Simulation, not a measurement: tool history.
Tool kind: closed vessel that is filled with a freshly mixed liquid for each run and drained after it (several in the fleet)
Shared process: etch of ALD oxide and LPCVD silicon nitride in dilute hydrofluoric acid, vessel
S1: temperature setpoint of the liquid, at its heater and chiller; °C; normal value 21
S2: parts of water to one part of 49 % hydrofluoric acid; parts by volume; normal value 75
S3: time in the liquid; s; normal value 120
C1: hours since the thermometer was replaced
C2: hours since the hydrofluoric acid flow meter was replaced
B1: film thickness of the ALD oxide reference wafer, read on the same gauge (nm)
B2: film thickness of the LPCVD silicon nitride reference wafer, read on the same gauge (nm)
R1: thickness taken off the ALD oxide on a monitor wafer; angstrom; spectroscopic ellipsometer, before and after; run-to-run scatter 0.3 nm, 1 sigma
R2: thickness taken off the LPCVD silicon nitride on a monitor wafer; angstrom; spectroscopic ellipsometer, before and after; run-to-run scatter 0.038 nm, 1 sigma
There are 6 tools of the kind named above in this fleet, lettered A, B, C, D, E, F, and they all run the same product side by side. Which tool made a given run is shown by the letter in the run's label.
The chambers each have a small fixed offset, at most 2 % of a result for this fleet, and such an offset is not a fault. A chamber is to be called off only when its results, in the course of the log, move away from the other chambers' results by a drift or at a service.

{"run": "1F", "hour": 6.6, "S1": 21, "S2": 75, "S3": 120, "C1": 869.9, "C2": 129.9, "B1": 90.007, "B2": 110, "R1": 471.68, "R2": 6.3108}
{"run": "2B", "hour": 12.9, "S1": 21, "S2": 75, "S3": 120, "C1": 433.1, "C2": 1164.4, "B1": 89.978, "B2": 109.99, "R1": 475.57, "R2": 6.3405}
{"run": "3A", "hour": 22.8, "S1": 21, "S2": 75, "S3": 120, "C1": 434.7, "C2": 1355, "B1": 90.004, "B2": 110.02, "R1": 476.04, "R2": 6.7278}
{"run": "4E", "hour": 34.2, "S1": 21, "S2": 75, "S3": 120, "C1": 351.3, "C2": 1779.2, "B1": 89.983, "B2": 110, "R1": 471.24, "R2": 7.1396}
{"run": "5C", "hour": 40.1, "S1": 17.5, "S2": 75, "S3": 120, "C1": 1003.9, "C2": 439.3, "B1": 89.976, "B2": 110, "R1": 406.8, "R2": 5.6928}
{"run": "6D", "hour": 46.5, "S1": 17.5, "S2": 75, "S3": 120, "C1": 2523.7, "C2": 279.4, "B1": 90.042, "B2": 110.02, "R1": 408.72, "R2": 4.9792}
{"hour": 50.0, "done": "chamber D: thermometer replaced"}
{"run": "7B", "hour": 52.6, "S1": 17.5, "S2": 75, "S3": 120, "C1": 472.8, "C2": 1204.1, "B1": 89.988, "B2": 109.99, "R1": 410.5, "R2": 5.4109}
{"run": "8D", "hour": 59.0, "S1": 17.5, "S2": 75, "S3": 120, "C1": 9.1, "C2": 291.9, "B1": 90.024, "B2": 110.01, "R1": 402.14, "R2": 5.3063}
{"run": "9F", "hour": 67.1, "S1": 17.5, "S2": 75, "S3": 120, "C1": 930.4, "C2": 190.4, "B1": 89.999, "B2": 109.99, "R1": 410.52, "R2": 5.3831}
{"run": "10A", "hour": 77.0, "S1": 17.5, "S2": 75, "S3": 120, "C1": 488.9, "C2": 1409.2, "B1": 89.957, "B2": 110.02, "R1": 409.6, "R2": 5.2194}
{"run": "11E", "hour": 84.3, "S1": 17, "S2": 110, "S3": 120, "C1": 401.4, "C2": 1829.3, "B1": 90.028, "B2": 110, "R1": 265.65, "R2": 3.4792}
{"hour": 84.7, "done": "chamber B: thermometer replaced"}
{"run": "12C", "hour": 93.1, "S1": 17, "S2": 110, "S3": 120, "C1": 1056.9, "C2": 492.3, "B1": 90.04, "B2": 109.99, "R1": 264.94, "R2": 3.2777}
{"run": "13A", "hour": 98.8, "S1": 17, "S2": 110, "S3": 120, "C1": 510.7, "C2": 1431, "B1": 89.996, "B2": 110, "R1": 259.47, "R2": 3.4485}
{"run": "14C", "hour": 105.3, "S1": 17, "S2": 110, "S3": 120, "C1": 1069.1, "C2": 504.5, "B1": 89.999, "B2": 109.99, "R1": 261.63, "R2": 3.3308}
{"run": "15E", "hour": 110.6, "S1": 17, "S2": 110, "S3": 120, "C1": 427.7, "C2": 1855.6, "B1": 89.984, "B2": 110, "R1": 262.74, "R2": 3.4284}
{"run": "16F", "hour": 119.9, "S1": 17, "S2": 110, "S3": 120, "C1": 983.2, "C2": 243.2, "B1": 90.006, "B2": 109.99, "R1": 262.78, "R2": 3.4751}
{"run": "17D", "hour": 125.6, "S1": 21, "S2": 75, "S3": 120, "C1": 75.7, "C2": 358.5, "B1": 90.006, "B2": 109.99, "R1": 476.64, "R2": 6.8428}
{"run": "18B", "hour": 134.5, "S1": 21, "S2": 75, "S3": 120, "C1": 49.9, "C2": 1286, "B1": 90.013, "B2": 110, "R1": 473.66, "R2": 6.813}
{"run": "19D", "hour": 141.5, "S1": 21, "S2": 75, "S3": 120, "C1": 91.6, "C2": 374.4, "B1": 90.001, "B2": 110, "R1": 475.2, "R2": 6.8284}
{"run": "20B", "hour": 147.3, "S1": 21, "S2": 75, "S3": 120, "C1": 62.7, "C2": 1298.8, "B1": 90, "B2": 110.01, "R1": 472.13, "R2": 7.5165}
{"run": "21C", "hour": 156.6, "S1": 21, "S2": 75, "S3": 120, "C1": 1120.4, "C2": 555.8, "B1": 90.003, "B2": 110.01, "R1": 470.34, "R2": 6.5816}
{"run": "22F", "hour": 161.9, "S1": 21, "S2": 75, "S3": 120, "C1": 1025.2, "C2": 285.2, "B1": 89.983, "B2": 109.98, "R1": 471.7, "R2": 6.3997}
{"run": "23A", "hour": 170.4, "S1": 21, "S2": 75, "S3": 120, "C1": 582.3, "C2": 1502.6, "B1": 90.019, "B2": 110, "R1": 470.74, "R2": 6.556}
{"run": "24E", "hour": 180.3, "S1": 21, "S2": 75, "S3": 120, "C1": 497.4, "C2": 1925.3, "B1": 90, "B2": 110.02, "R1": 471.42, "R2": 7.0152}
{"run": "25C", "hour": 189.9, "S1": 21, "S2": 75, "S3": 120, "C1": 1153.7, "C2": 589.1, "B1": 90.007, "B2": 109.99, "R1": 474.59, "R2": 7.3339}
{"run": "26F", "hour": 196.0, "S1": 21, "S2": 75, "S3": 120, "C1": 1059.3, "C2": 319.3, "B1": 89.982, "B2": 110, "R1": 471.57, "R2": 6.7939}
{"run": "27E", "hour": 206.7, "S1": 21, "S2": 75, "S3": 120, "C1": 523.8, "C2": 1951.7, "B1": 89.991, "B2": 110.02, "R1": 471.05, "R2": 6.9656}
{"run": "28B", "hour": 215.4, "S1": 21, "S2": 40, "S3": 95, "C1": 130.8, "C2": 1366.9, "B1": 90.023, "B2": 109.99, "R1": 731.41, "R2": 10.422}
{"run": "29D", "hour": 224.4, "S1": 21, "S2": 40, "S3": 95, "C1": 174.5, "C2": 457.3, "B1": 90.003, "B2": 109.99, "R1": 744.68, "R2": 9.5017}
{"run": "30A", "hour": 231.9, "S1": 21, "S2": 40, "S3": 95, "C1": 643.8, "C2": 1564.1, "B1": 90.017, "B2": 109.98, "R1": 732.59, "R2": 10.646}
{"run": "31C", "hour": 241.4, "S1": 21, "S2": 40, "S3": 95, "C1": 1205.2, "C2": 640.6, "B1": 89.997, "B2": 109.97, "R1": 744.98, "R2": 9.4875}
{"hour": 245.3, "done": "chamber F: thermometer replaced"}
{"run": "32D", "hour": 247.2, "S1": 21, "S2": 40, "S3": 95, "C1": 197.3, "C2": 480.1, "B1": 90.014, "B2": 110, "R1": 733.23, "R2": 10.29}
{"hour": 251.4, "done": "chamber E: hydrofluoric acid flow meter replaced"}
{"run": "33A", "hour": 254.4, "S1": 21, "S2": 40, "S3": 95, "C1": 666.3, "C2": 1586.6, "B1": 90.043, "B2": 110.03, "R1": 725.19, "R2": 9.1791}
{"run": "34F", "hour": 262.2, "S1": 21, "S2": 75, "S3": 175, "C1": 17, "C2": 385.5, "B1": 89.979, "B2": 109.99, "R1": 688.75, "R2": 10.188}
{"run": "35E", "hour": 268.4, "S1": 21, "S2": 75, "S3": 175, "C1": 585.5, "C2": 17.1, "B1": 90.007, "B2": 109.98, "R1": 688.69, "R2": 10.923}
{"run": "36B", "hour": 279.3, "S1": 21, "S2": 75, "S3": 175, "C1": 194.7, "C2": 1430.8, "B1": 90.008, "B2": 110.01, "R1": 695.44, "R2": 9.5683}
{"run": "37F", "hour": 289.3, "S1": 21, "S2": 75, "S3": 175, "C1": 44.1, "C2": 412.6, "B1": 89.98, "B2": 110.02, "R1": 685.39, "R2": 9.869}
{"run": "38B", "hour": 294.5, "S1": 21, "S2": 75, "S3": 175, "C1": 209.9, "C2": 1446, "B1": 89.954, "B2": 109.97, "R1": 690.49, "R2": 8.8731}
{"run": "39C", "hour": 302.2, "S1": 21, "S2": 75, "S3": 175, "C1": 1266, "C2": 701.4, "B1": 89.99, "B2": 109.98, "R1": 687.51, "R2": 9.3105}
{"run": "40E", "hour": 310.6, "S1": 21, "S2": 75, "S3": 120, "C1": 627.7, "C2": 59.3, "B1": 89.965, "B2": 109.98, "R1": 476.38, "R2": 6.9804}

Is one chamber out of step, is the gauge drifting, or do the chambers differ by no more than their own small offsets? For an off chamber, give its letter and the likeliest cause.

One chamber, A, drifts off from the rest bit by bit.
Likeliest cause: liquid colder than its thermometer reads (K) = 1.03.

Chamber A could run next with any of the 4 candidate recipes listed below; each alters the usual settings, and their results appear as question marks. Which one brings its results back in line with what the other chambers deliver on the usual settings?
In-line tolerance around the mean of the other chambers on the usual settings: R1 10 angstrom; R2 1.3 angstrom
{"run": "41A-1", "hour": 318.7, "S1": 22, "S2": 75, "S3": 120, "R1": "?", "R2": "?"}
{"run": "41A-2", "hour": 318.7, "S1": 18.5, "S2": 70, "S3": 115, "R1": "?", "R2": "?"}
{"run": "41A-3", "hour": 318.7, "S1": 23.5, "S2": 80, "S3": 125, "R1": "?", "R2": "?"}
{"run": "41A-4", "hour": 318.7, "S1": 20, "S2": 75, "S3": 120, "R1": "?", "R2": "?"}

On the usual settings, the other chambers give on average: R1 473.72 angstrom; R2 6.746 angstrom
run=41A-1 R1=475.52 R2=6.5644
run=41A-2 R1=424.49 R2=5.2896
run=41A-3 R1=490.19 R2=7.0941
run=41A-4 R1=437.42 R2=5.7208
The answer is 41A-1, which returns the chamber to within the allowed miss of the others.

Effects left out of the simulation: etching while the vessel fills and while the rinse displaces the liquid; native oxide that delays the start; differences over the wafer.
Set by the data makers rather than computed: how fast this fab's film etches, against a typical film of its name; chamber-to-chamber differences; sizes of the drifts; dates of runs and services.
